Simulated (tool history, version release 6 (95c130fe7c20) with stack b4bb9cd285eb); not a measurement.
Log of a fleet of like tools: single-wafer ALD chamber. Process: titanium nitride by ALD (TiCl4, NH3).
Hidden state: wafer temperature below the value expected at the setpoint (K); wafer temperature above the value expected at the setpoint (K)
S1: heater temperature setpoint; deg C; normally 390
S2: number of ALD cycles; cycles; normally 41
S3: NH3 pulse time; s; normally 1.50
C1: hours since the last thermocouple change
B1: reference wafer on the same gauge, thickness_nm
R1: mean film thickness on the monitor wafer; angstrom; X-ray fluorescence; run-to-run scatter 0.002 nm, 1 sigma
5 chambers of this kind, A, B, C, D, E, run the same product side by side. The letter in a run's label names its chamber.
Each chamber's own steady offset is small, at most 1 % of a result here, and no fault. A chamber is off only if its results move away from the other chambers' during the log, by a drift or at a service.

run   hour   S1  S2    S3      C1      B1      R1
 1B    3.7  390  41  1.50  1589.8  1.0409  8.8292
 2A    9.4  390  41  1.50   777.0  1.0408  8.7790
 3C   13.3  390  41  1.50  1476.8  1.0408  8.7956
 4D   18.2  390  41  1.50   771.0  1.0407  8.7644
 5E   26.1  390  41  1.50   791.2  1.0413  8.8244
 6B   30.3  390  41  1.50  1616.4  1.0417  8.8198
 7E   35.8  390  41  1.50   800.9  1.0412  8.8516
 8A   43.2  390  41  1.50   810.8  1.0409  8.8278
 9D   49.8  390  41  1.50   802.6  1.0409  8.7854
10C   55.1  390  41  1.25  1518.6  1.0411  8.7249
11D   59.3  390  41  1.25   812.1  1.0405  8.6766
12E   66.2  390  41  1.25   831.3  1.0407  8.7768
13C   72.0  390  41  1.25  1535.5  1.0408  8.7079
14A   76.0  390  41  1.25   843.6  1.0405  8.7244
15B   82.3  390  41  1.50  1668.4  1.0408  8.7897
16E   89.8  390  41  1.50   854.9  1.0412  8.8665
17D   95.7  390  41  1.50   848.5  1.0406  8.7387
18B   99.9  390  41  1.50  1686.0  1.0411  8.8208
19A  105.9  390  41  1.50   873.5  1.0411  8.7950
20C  111.7  390  41  1.50  1575.2  1.0417  8.8192
21E  119.0  390  41  1.50   884.1  1.0411  8.8586
22C  124.5  390  41  1.50  1588.0  1.0407  8.7852
23B  131.7  390  41  1.50  1717.8  1.0408  8.8298
24A  137.1  390  41  1.50   904.7  1.0404  8.7780
25D  142.2  390  41  1.50   895.0  1.0414  8.7756
26D  147.1  390  41  1.50   899.9  1.0415  8.8248
27A  152.8  390  35  1.50   920.4  1.0411  7.5015
28B  160.5  390  35  1.50  1746.6  1.0406  7.5172
29E  164.7  390  35  1.50   929.8  1.0412  7.5713
30C  169.7  390  35  1.50  1633.2  1.0411  7.5193
31E  177.7  390  35  1.50   942.8  1.0409  7.5687
32A  181.2  390  41  1.50   948.8  1.0411  8.7710
33B  189.0  390  41  1.50  1775.1  1.0408  8.7956
34D  194.4  390  41  1.50   947.2  1.0412  8.8016
35C  202.1  390  41  1.50  1665.6  1.0414  8.7843
36D  209.9  390  41  1.50   962.7  1.0404  8.7883
37E  215.5  390  41  1.50   980.6  1.0414  8.8997
38B  220.6  390  41  1.50  1806.7  1.0408  8.8505
39C  227.8  385  41  1.50  1691.3  1.0412  8.7597
40A  233.3  385  41  1.50  1000.9  1.0414  8.7604
41D  240.1  385  41  1.50   992.9  1.0407  8.7010
42A  248.3  385  41  1.50  1015.9  1.0415  8.7228
43E  254.3  385  41  1.50  1019.4  1.0409  8.7860

One chamber off, gauge drift, or nothing amiss beyond the chambers' own small offsets? If it is a chamber, which one, and what is the likeliest cause?

No chamber stands off beyond its own small offset, and the gauge holds steady.

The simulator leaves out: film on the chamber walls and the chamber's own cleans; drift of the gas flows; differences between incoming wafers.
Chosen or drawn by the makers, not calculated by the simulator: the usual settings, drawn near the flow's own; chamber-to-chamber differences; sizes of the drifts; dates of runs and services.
